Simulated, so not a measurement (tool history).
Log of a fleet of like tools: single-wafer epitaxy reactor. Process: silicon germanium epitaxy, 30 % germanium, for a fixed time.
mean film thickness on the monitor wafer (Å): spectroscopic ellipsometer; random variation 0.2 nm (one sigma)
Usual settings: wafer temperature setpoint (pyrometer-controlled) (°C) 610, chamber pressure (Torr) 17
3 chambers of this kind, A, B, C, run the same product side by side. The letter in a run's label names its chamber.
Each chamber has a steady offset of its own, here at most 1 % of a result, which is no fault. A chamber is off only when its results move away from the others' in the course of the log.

run   hour  wafer temperature setpoint (pyrometer-controlled) (°C)  chamber pressure (Torr)  read-back reference wafer on the same gauge, thickness_nm  mean film thickness on the monitor wafer (Å)
 1C      9                                                     610                       17                                                     54.593                                        665.03
 2A   16.1                                                     610                       17                                                     54.601                                        658.48
 3B   28.5                                                     610                       17                                                     54.589                                        668.45
 4C   40.3                                                     610                       17                                                     54.639                                        660.14
 5B   47.9                                                     610                       17                                                     54.581                                        667.99
 6A   58.1                                                     610                       17                                                     54.598                                        657.55
 7B   65.8                                                     610                       17                                                     54.612                                        667.15
 8A   74.7                                                     610                       17                                                     54.628                                        656.93
 9C   87.8                                                     610                       17                                                     54.652                                        664.55
10A   98.4                                                     610                       17                                                     54.586                                        660.09
11B  110.1                                                     604                       17                                                     54.599                                        600.81
12C  119.7                                                     604                       17                                                     54.622                                        597.66
13A  129.9                                                     604                       17                                                     54.611                                        590.92
14B  142.4                                                     610                       17                                                     54.582                                        669.22
15C  148.8                                                     610                       17                                                     54.624                                        661.32
16C  161.4                                                     610                       17                                                     54.618                                        660.93
17A  174.3                                                     610                       17                                                     54.596                                        659.28
18B  185.5                                                     610                       17                                                     54.564                                        666.75
19B    198                                                     610                       17                                                     54.627                                         666.7
20C  204.6                                                     610                       17                                                     54.618                                        659.69
21A  212.7                                                     610                       17                                                     54.599                                        655.71
22C  219.3                                                     610                       17                                                     54.587                                        667.28
23B  230.9                                                     610                       17                                                     54.586                                        669.08
24A  240.3                                                     610                       17                                                      54.65                                        659.25
25C  252.7                                                     610                       17                                                     54.609                                        665.65
26B  260.1                                                     610                       17                                                     54.542                                        667.35
27A  272.8                                                     610                       17                                                     54.593                                         658.9
28A  278.6                                                     610                     13.1                                                     54.618                                        594.64
29B  286.3                                                     610                     13.1                                                     54.565                                        604.09
30C  299.7                                                     610                     13.1                                                     54.552                                        595.13
31B  305.7                                                     620                     13.5                                                     54.574                                        723.62
32C    318                                                     620                     13.5                                                      54.61                                        724.68
33A  325.2                                                     620                     13.5                                                     54.566                                        716.46
34C  334.1                                                     616                     14.4                                                     54.571                                        691.63
35B  347.4                                                     616                     14.4                                                     54.585                                        694.28
36A  354.7                                                     616                     14.4                                                     54.585                                        682.03
37A  361.8                                                     610                       17                                                     54.622                                        659.97
38B  371.9                                                     610                       17                                                     54.634                                        671.12
39C  377.8                                                     610                       17                                                     54.653                                        663.66
40A  388.7                                                     610                       17                                                     54.618                                        657.99
41B  399.4                                                     610                     18.6                                                     54.616                                        693.51
42C    411                                                     610                     18.6                                                     54.568                                         686.6
43C  423.1                                                     610                     18.6                                                     54.601                                        689.65
44A  434.9                                                     610                       17                                                     54.573                                        658.44

All 3 chambers run these settings next. Forecast each chamber's results:
45A  444.6                                                     621                       17                                                                                                        ?
45B  444.6                                                     621                       17                                                                                                        ?
45C  444.6                                                     621                       17                                                                                                        ?

run  mean film thickness on the monitor wafer (Å)
45A                                        798.02
45B                                        809.82
45C                                        802.71
